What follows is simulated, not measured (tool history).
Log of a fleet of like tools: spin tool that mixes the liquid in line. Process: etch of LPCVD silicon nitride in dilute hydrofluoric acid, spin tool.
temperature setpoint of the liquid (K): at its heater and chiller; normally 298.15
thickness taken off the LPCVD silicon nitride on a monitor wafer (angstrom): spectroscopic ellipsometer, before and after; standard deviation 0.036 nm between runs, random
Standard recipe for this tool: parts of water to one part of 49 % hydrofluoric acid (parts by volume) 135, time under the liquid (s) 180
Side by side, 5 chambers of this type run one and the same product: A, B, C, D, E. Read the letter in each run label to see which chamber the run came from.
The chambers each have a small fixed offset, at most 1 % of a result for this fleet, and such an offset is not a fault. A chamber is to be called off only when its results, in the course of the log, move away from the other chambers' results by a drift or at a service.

| run | hour | temperature setpoint of the liquid (K) | parts of water to one part of 49 % hydrofluoric acid (parts by volume) | time under the liquid (s) | hours since the thermometer was replaced | hours since the hydrofluoric acid flow meter was replaced | read-back film thickness of the LPCVD silicon nitride reference wafer, read on the same gauge (nm) | thickness taken off the LPCVD silicon nitride on a monitor wafer (angstrom) |
|---|---|---|---|---|---|---|---|---|
| 1C | 7.3 | 298.15 | 135 | 180 | 1899.1 | 750.7 | 79.985 | 6.7167 |
| 2D | 14.3 | 298.15 | 135 | 180 | 2134.8 | 608.2 | 79.976 | 6.5421 |
| 3B | 21.6 | 298.15 | 135 | 180 | 2509.7 | 585.6 | 80.034 | 6.8186 |
|  | 21.9 | chamber A: thermometer replaced |
| 4E | 30.0 | 298.15 | 135 | 180 | 83.5 | 2062.9 | 79.978 | 7.1675 |
| 5A | 39.4 | 298.15 | 135 | 180 | 17.6 | 1079.9 | 79.977 | 7.0061 |
| 6C | 48.6 | 298.15 | 135 | 180 | 1940.4 | 792.0 | 79.999 | 6.9011 |
| 7A | 54.9 | 298.15 | 135 | 180 | 33.1 | 1095.4 | 80.008 | 6.4392 |
| 8E | 62.4 | 298.15 | 135 | 180 | 115.9 | 2095.3 | 80.036 | 6.4630 |
| 9D | 66.8 | 298.15 | 135 | 180 | 2187.3 | 660.7 | 80.032 | 7.1343 |
| 10B | 75.1 | 298.15 | 135 | 180 | 2563.2 | 639.1 | 80.004 | 6.6021 |
| 11C | 80.3 | 298.15 | 135 | 180 | 1972.1 | 823.7 | 80.001 | 7.4771 |
| 12B | 88.4 | 298.15 | 135 | 180 | 2576.5 | 652.4 | 79.978 | 7.1619 |
|  | 94.0 | chamber A: hydrofluoric acid flow meter replaced |
| 13A | 94.5 | 295.15 | 165 | 180 | 72.7 | 0.5 | 80.000 | 4.7326 |
| 14D | 100.0 | 295.15 | 165 | 180 | 2220.5 | 693.9 | 79.953 | 4.5920 |
|  | 100.2 | chamber C: hydrofluoric acid flow meter replaced |
|  | 106.5 | chamber B: hydrofluoric acid flow meter replaced |
| 15E | 109.0 | 295.15 | 165 | 180 | 162.5 | 2141.9 | 80.008 | 4.9506 |
| 16C | 118.8 | 295.15 | 165 | 180 | 2010.6 | 18.7 | 80.032 | 4.8960 |
| 17A | 125.8 | 295.15 | 165 | 180 | 104.0 | 31.8 | 79.966 | 4.3573 |
| 18E | 130.4 | 298.15 | 135 | 180 | 183.9 | 2163.3 | 80.009 | 6.4497 |
| 19D | 139.4 | 298.15 | 135 | 180 | 2259.9 | 733.3 | 79.997 | 6.4787 |
| 20B | 144.8 | 298.15 | 135 | 180 | 2632.9 | 38.4 | 79.998 | 6.6445 |
| 21E | 154.4 | 298.15 | 135 | 180 | 207.9 | 2187.3 | 80.042 | 7.0565 |
| 22D | 161.3 | 298.15 | 135 | 180 | 2281.8 | 755.2 | 79.964 | 6.9145 |
| 23A | 166.0 | 298.15 | 135 | 180 | 144.2 | 72.0 | 80.015 | 7.3460 |
| 24C | 174.7 | 298.15 | 135 | 180 | 2066.5 | 74.6 | 79.998 | 7.1886 |
| 25B | 181.8 | 298.15 | 135 | 180 | 2669.9 | 75.4 | 80.012 | 6.5854 |
| 26A | 186.8 | 298.15 | 135 | 180 | 165.0 | 92.8 | 80.014 | 6.8780 |
| 27C | 191.7 | 298.15 | 135 | 180 | 2083.5 | 91.6 | 80.001 | 6.4548 |
| 28D | 197.7 | 298.15 | 135 | 180 | 2318.2 | 791.6 | 80.040 | 6.4548 |
| 29E | 204.6 | 298.15 | 135 | 180 | 258.1 | 2237.5 | 79.987 | 6.4401 |
| 30B | 214.3 | 298.15 | 135 | 180 | 2702.4 | 107.9 | 80.012 | 7.0877 |
| 31D | 221.7 | 298.15 | 135 | 180 | 2342.2 | 815.6 | 80.052 | 6.9649 |
| 32E | 226.1 | 293.65 | 110 | 180 | 279.6 | 2259.0 | 79.981 | 6.8028 |
| 33C | 230.4 | 293.65 | 110 | 180 | 2122.2 | 130.3 | 80.003 | 6.0474 |
| 34B | 237.0 | 293.65 | 110 | 180 | 2725.1 | 130.6 | 79.981 | 5.5680 |
| 35A | 246.4 | 293.65 | 110 | 180 | 224.6 | 152.4 | 79.969 | 5.8027 |
| 36A | 254.9 | 293.65 | 110 | 180 | 233.1 | 160.9 | 80.033 | 6.1306 |

Decide between three cases: one chamber stands off from its peers, the gauge reading all wafers drifts, or nothing is wrong past each chamber's small offset. Where a chamber is off, say which and what most likely put it there.

No chamber stands off beyond its own small offset, and the gauge holds steady.
